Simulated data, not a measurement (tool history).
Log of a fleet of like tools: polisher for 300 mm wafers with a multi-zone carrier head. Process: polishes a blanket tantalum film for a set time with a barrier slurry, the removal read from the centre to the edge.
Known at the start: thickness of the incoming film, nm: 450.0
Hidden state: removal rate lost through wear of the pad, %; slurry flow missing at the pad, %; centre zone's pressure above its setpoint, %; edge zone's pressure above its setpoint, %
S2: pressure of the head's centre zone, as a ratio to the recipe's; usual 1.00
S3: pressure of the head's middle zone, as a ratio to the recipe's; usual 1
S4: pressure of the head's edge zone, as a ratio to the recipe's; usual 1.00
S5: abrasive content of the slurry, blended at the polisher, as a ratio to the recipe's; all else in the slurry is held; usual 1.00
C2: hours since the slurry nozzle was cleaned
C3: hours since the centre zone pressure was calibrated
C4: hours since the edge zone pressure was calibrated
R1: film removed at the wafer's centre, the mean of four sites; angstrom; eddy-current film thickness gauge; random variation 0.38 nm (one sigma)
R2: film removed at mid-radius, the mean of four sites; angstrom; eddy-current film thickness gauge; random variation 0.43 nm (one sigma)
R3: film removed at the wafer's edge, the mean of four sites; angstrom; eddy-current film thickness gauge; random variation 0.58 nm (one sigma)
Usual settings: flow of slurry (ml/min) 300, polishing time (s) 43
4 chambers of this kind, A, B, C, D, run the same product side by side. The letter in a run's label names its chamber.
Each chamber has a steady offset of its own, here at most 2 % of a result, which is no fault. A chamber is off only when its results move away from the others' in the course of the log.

run 1A day=0.283 | flow_of_slurry_(ml/min)=300 S2=1.00 S3=1 S4=1.00 S5=1.00 polishing_time_(s)=43 | wafers_polished_on_this_pad=506 C2=227.9 C3=40.4 C4=509.9 | R1=564.30 R2=563.88 R3=558.11
-- day=0.592 chamber D: worn pad replaced by a new one
run 2B day=0.746 | flow_of_slurry_(ml/min)=300 S2=1.00 S3=1 S4=1.00 S5=1.00 polishing_time_(s)=43 | wafers_polished_on_this_pad=1136 C2=274.6 C3=840.6 C4=292.4 | R1=562.96 R2=567.72 R3=551.75
run 3D day=1.058 | flow_of_slurry_(ml/min)=300 S2=1.00 S3=1 S4=1.00 S5=1.00 polishing_time_(s)=43 | wafers_polished_on_this_pad=161 C2=375.6 C3=740.3 C4=525.8 | R1=555.11 R2=565.19 R3=554.36
-- day=1.554 chamber A: worn pad replaced by a new one
run 4C day=1.579 | flow_of_slurry_(ml/min)=300 S2=1.00 S3=1 S4=1.00 S5=1.00 polishing_time_(s)=43 | wafers_polished_on_this_pad=1044 C2=315.9 C3=469.7 C4=435.9 | R1=564.42 R2=569.28 R3=560.34
-- day=1.588 chamber C: worn pad replaced by a new one
-- day=1.838 chamber B: worn pad replaced by a new one
run 5C day=1.850 | flow_of_slurry_(ml/min)=300 S2=1.00 S3=1 S4=1.00 S5=1.00 polishing_time_(s)=43 | wafers_polished_on_this_pad=90 C2=322.4 C3=476.2 C4=442.4 | R1=561.59 R2=568.61 R3=563.31
run 6D day=2.417 | flow_of_slurry_(ml/min)=300 S2=1.00 S3=1 S4=1.00 S5=1.00 polishing_time_(s)=43 | wafers_polished_on_this_pad=625 C2=408.2 C3=772.9 C4=558.4 | R1=552.03 R2=560.48 R3=560.67
run 7B day=2.842 | flow_of_slurry_(ml/min)=300 S2=1.00 S3=1 S4=1.00 S5=1.00 polishing_time_(s)=43 | wafers_polished_on_this_pad=345 C2=324.9 C3=890.9 C4=342.7 | R1=572.52 R2=566.57 R3=564.62
-- day=3.300 chamber B: slurry nozzle cleaned
run 8A day=3.375 | flow_of_slurry_(ml/min)=300 S2=1.00 S3=1 S4=1.00 S5=1.00 polishing_time_(s)=43 | wafers_polished_on_this_pad=623 C2=302.1 C3=114.6 C4=584.1 | R1=563.32 R2=571.00 R3=561.88
run 9A day=3.771 | flow_of_slurry_(ml/min)=300 S2=1.00 S3=1 S4=1.00 S5=1.00 polishing_time_(s)=43 | wafers_polished_on_this_pad=759 C2=311.6 C3=124.1 C4=593.6 | R1=570.75 R2=571.84 R3=563.27
run 10B day=4.071 | flow_of_slurry_(ml/min)=300 S2=1.00 S3=1 S4=1.00 S5=0.85 polishing_time_(s)=29 | wafers_polished_on_this_pad=765 C2=18.6 C3=920.4 C4=372.2 | R1=366.17 R2=363.31 R3=366.70
-- day=4.371 chamber D: worn pad replaced by a new one
-- day=4.375 chamber A: worn pad replaced by a new one
run 11D day=4.433 | flow_of_slurry_(ml/min)=300 S2=1.00 S3=1 S4=1.00 S5=0.85 polishing_time_(s)=29 | wafers_polished_on_this_pad=22 C2=456.6 C3=821.3 C4=606.8 | R1=354.98 R2=356.67 R3=360.98
-- day=4.688 chamber C: worn pad replaced by a new one
run 12C day=4.825 | flow_of_slurry_(ml/min)=300 S2=1.00 S3=1 S4=1.00 S5=0.85 polishing_time_(s)=29 | wafers_polished_on_this_pad=47 C2=393.8 C3=547.6 C4=513.8 | R1=363.76 R2=356.43 R3=364.87
run 13A day=5.217 | flow_of_slurry_(ml/min)=300 S2=1.00 S3=1 S4=1.00 S5=0.85 polishing_time_(s)=29 | wafers_polished_on_this_pad=288 C2=346.3 C3=158.8 C4=628.3 | R1=357.58 R2=367.98 R3=362.64
-- day=5.379 chamber B: worn pad replaced by a new one
run 14B day=5.546 | flow_of_slurry_(ml/min)=300 S2=1.00 S3=1 S4=1.00 S5=1.00 polishing_time_(s)=43 | wafers_polished_on_this_pad=57 C2=54.0 C3=955.8 C4=407.6 | R1=572.21 R2=571.08 R3=551.96
run 15C day=6.021 | flow_of_slurry_(ml/min)=300 S2=1.00 S3=1 S4=1.00 S5=1.00 polishing_time_(s)=43 | wafers_polished_on_this_pad=456 C2=422.5 C3=576.3 C4=542.5 | R1=567.12 R2=569.25 R3=567.13
run 16D day=6.321 | flow_of_slurry_(ml/min)=300 S2=1.00 S3=1 S4=1.00 S5=1.00 polishing_time_(s)=43 | wafers_polished_on_this_pad=668 C2=501.9 C3=866.6 C4=652.1 | R1=550.63 R2=559.29 R3=567.92
-- day=6.817 chamber D: slurry nozzle cleaned
run 17B day=6.858 | flow_of_slurry_(ml/min)=300 S2=1.00 S3=1 S4=1.00 S5=1.00 polishing_time_(s)=43 | wafers_polished_on_this_pad=506 C2=85.5 C3=987.3 C4=439.1 | R1=564.44 R2=566.34 R3=559.11
run 18A day=7.338 | flow_of_slurry_(ml/min)=250 S2=1.00 S3=1 S4=0.93 S5=1.00 polishing_time_(s)=43 | wafers_polished_on_this_pad=1014 C2=397.2 C3=209.7 C4=679.2 | R1=547.10 R2=559.15 R3=537.83
-- day=7.675 chamber A: worn pad replaced by a new one
run 19C day=7.725 | flow_of_slurry_(ml/min)=250 S2=1.00 S3=1 S4=0.93 S5=1.00 polishing_time_(s)=43 | wafers_polished_on_this_pad=1040 C2=463.4 C3=617.2 C4=583.4 | R1=549.74 R2=557.69 R3=542.96
run 20D day=8.088 | flow_of_slurry_(ml/min)=250 S2=1.00 S3=1 S4=0.93 S5=1.00 polishing_time_(s)=43 | wafers_polished_on_this_pad=1273 C2=30.6 C3=909.0 C4=694.5 | R1=540.73 R2=555.70 R3=531.04
-- day=8.092 chamber C: worn pad replaced by a new one
-- day=8.121 chamber D: worn pad replaced by a new one
run 21C day=8.654 | flow_of_slurry_(ml/min)=250 S2=1.00 S3=1 S4=0.93 S5=1.00 polishing_time_(s)=43 | wafers_polished_on_this_pad=192 C2=485.7 C3=639.5 C4=605.7 | R1=560.68 R2=553.30 R3=541.82
run 22B day=8.950 | flow_of_slurry_(ml/min)=300 S2=1.00 S3=1 S4=1.00 S5=1.00 polishing_time_(s)=43 | wafers_polished_on_this_pad=1222 C2=135.7 C3=1037.5 C4=489.3 | R1=562.24 R2=555.58 R3=565.97
run 23D day=9.221 | flow_of_slurry_(ml/min)=300 S2=1.00 S3=1 S4=1.00 S5=1.15 polishing_time_(s)=43 | wafers_polished_on_this_pad=376 C2=57.8 C3=936.2 C4=721.7 | R1=576.86 R2=581.09 R3=577.12
-- day=9.329 chamber B: worn pad replaced by a new one
run 24A day=9.733 | flow_of_slurry_(ml/min)=300 S2=1.00 S3=1 S4=1.00 S5=1.15 polishing_time_(s)=43 | wafers_polished_on_this_pad=705 C2=454.7 C3=267.2 C4=736.7 | R1=585.00 R2=594.31 R3=571.23
run 25A day=10.188 | flow_of_slurry_(ml/min)=300 S2=1.00 S3=1 S4=1.00 S5=1.15 polishing_time_(s)=43 | wafers_polished_on_this_pad=861 C2=465.6 C3=278.1 C4=747.6 | R1=592.69 R2=588.37 R3=581.48
-- day=10.550 chamber A: worn pad replaced by a new one
run 26C day=10.575 | flow_of_slurry_(ml/min)=300 S2=1.00 S3=1 S4=1.00 S5=1.15 polishing_time_(s)=43 | wafers_polished_on_this_pad=850 C2=531.8 C3=685.6 C4=651.8 | R1=589.37 R2=588.02 R3=595.57
run 27B day=10.838 | flow_of_slurry_(ml/min)=300 S2=1.00 S3=1 S4=1.00 S5=1.00 polishing_time_(s)=43 | wafers_polished_on_this_pad=516 C2=181.0 C3=1082.8 C4=534.6 | R1=565.03 R2=567.37 R3=559.52
-- day=10.938 chamber C: worn pad replaced by a new one
run 28D day=11.254 | flow_of_slurry_(ml/min)=300 S2=1.00 S3=1 S4=1.00 S5=1.00 polishing_time_(s)=43 | wafers_polished_on_this_pad=1072 C2=106.6 C3=985.0 C4=770.5 | R1=556.76 R2=558.32 R3=561.19
run 29A day=11.592 | flow_of_slurry_(ml/min)=300 S2=1.04 S3=1 S4=1.00 S5=1.25 polishing_time_(s)=43 | wafers_polished_on_this_pad=356 C2=499.3 C3=311.8 C4=781.3 | R1=628.27 R2=608.69 R3=595.82
-- day=11.596 chamber D: worn pad replaced by a new one
run 30D day=12.025 | flow_of_slurry_(ml/min)=300 S2=1.04 S3=1 S4=1.00 S5=1.25 polishing_time_(s)=43 | wafers_polished_on_this_pad=147 C2=125.1 C3=1003.5 C4=789.0 | R1=608.71 R2=598.33 R3=582.73
run 31B day=12.446 | flow_of_slurry_(ml/min)=300 S2=1.04 S3=1 S4=1.00 S5=1.25 polishing_time_(s)=43 | wafers_polished_on_this_pad=1066 C2=219.6 C3=1121.4 C4=573.2 | R1=632.78 R2=603.42 R3=606.67
-- day=12.771 chamber A: centre zone pressure recalibrated
run 32C day=12.921 | flow_of_slurry_(ml/min)=300 S2=1.04 S3=1 S4=1.00 S5=1.25 polishing_time_(s)=43 | wafers_polished_on_this_pad=679 C2=588.1 C3=741.9 C4=708.1 | R1=614.92 R2=599.84 R3=604.76
run 33B day=13.308 | flow_of_slurry_(ml/min)=300 S2=1.00 S3=1 S4=1.00 S5=1.00 polishing_time_(s)=43 | wafers_polished_on_this_pad=1361 C2=240.3 C3=1142.1 C4=593.9 | R1=570.95 R2=553.65 R3=553.08
run 34D day=13.625 | flow_of_slurry_(ml/min)=300 S2=1.00 S3=1 S4=1.00 S5=1.00 polishing_time_(s)=43 | wafers_polished_on_this_pad=694 C2=163.5 C3=1041.9 C4=827.4 | R1=551.83 R2=568.86 R3=553.15
-- day=13.800 chamber A: worn pad replaced by a new one
run 35A day=14.133 | flow_of_slurry_(ml/min)=300 S2=1.00 S3=1 S4=1.00 S5=1.00 polishing_time_(s)=43 | wafers_polished_on_this_pad=114 C2=560.3 C3=32.7 C4=842.3 | R1=567.15 R2=578.00 R3=561.14
-- day=14.312 chamber C: worn pad replaced by a new one
run 36C day=14.654 | flow_of_slurry_(ml/min)=300 S2=1.00 S3=1 S4=1.00 S5=1.00 polishing_time_(s)=43 | wafers_polished_on_this_pad=117 C2=629.7 C3=783.5 C4=749.7 | R1=560.06 R2=564.55 R3=568.68
run 37C day=15.121 | flow_of_slurry_(ml/min)=300 S2=1.00 S3=1 S4=1.00 S5=1.00 polishing_time_(s)=43 | wafers_polished_on_this_pad=277 C2=640.9 C3=794.7 C4=760.9 | R1=559.92 R2=565.77 R3=567.68

All 4 chambers run these settings next. Forecast each chamber's results:
run 38A day=15.525 | flow_of_slurry_(ml/min)=300 S2=1.00 S3=1 S4=1.00 S5=1.00 polishing_time_(s)=43 | R1=? R2=? R3=?
run 38B day=15.525 | flow_of_slurry_(ml/min)=300 S2=1.00 S3=1 S4=1.00 S5=1.00 polishing_time_(s)=43 | R1=? R2=? R3=?
run 38C day=15.525 | flow_of_slurry_(ml/min)=300 S2=1.00 S3=1 S4=1.00 S5=1.00 polishing_time_(s)=43 | R1=? R2=? R3=?
run 38D day=15.525 | flow_of_slurry_(ml/min)=300 S2=1.00 S3=1 S4=1.00 S5=1.00 polishing_time_(s)=43 | R1=? R2=? R3=?

run=38A R1=567.40 R2=571.58 R3=563.09
run=38B R1=566.53 R2=574.90 R3=549.38
run=38C R1=565.84 R2=561.01 R3=564.40
run=38D R1=559.07 R2=572.20 R3=559.42
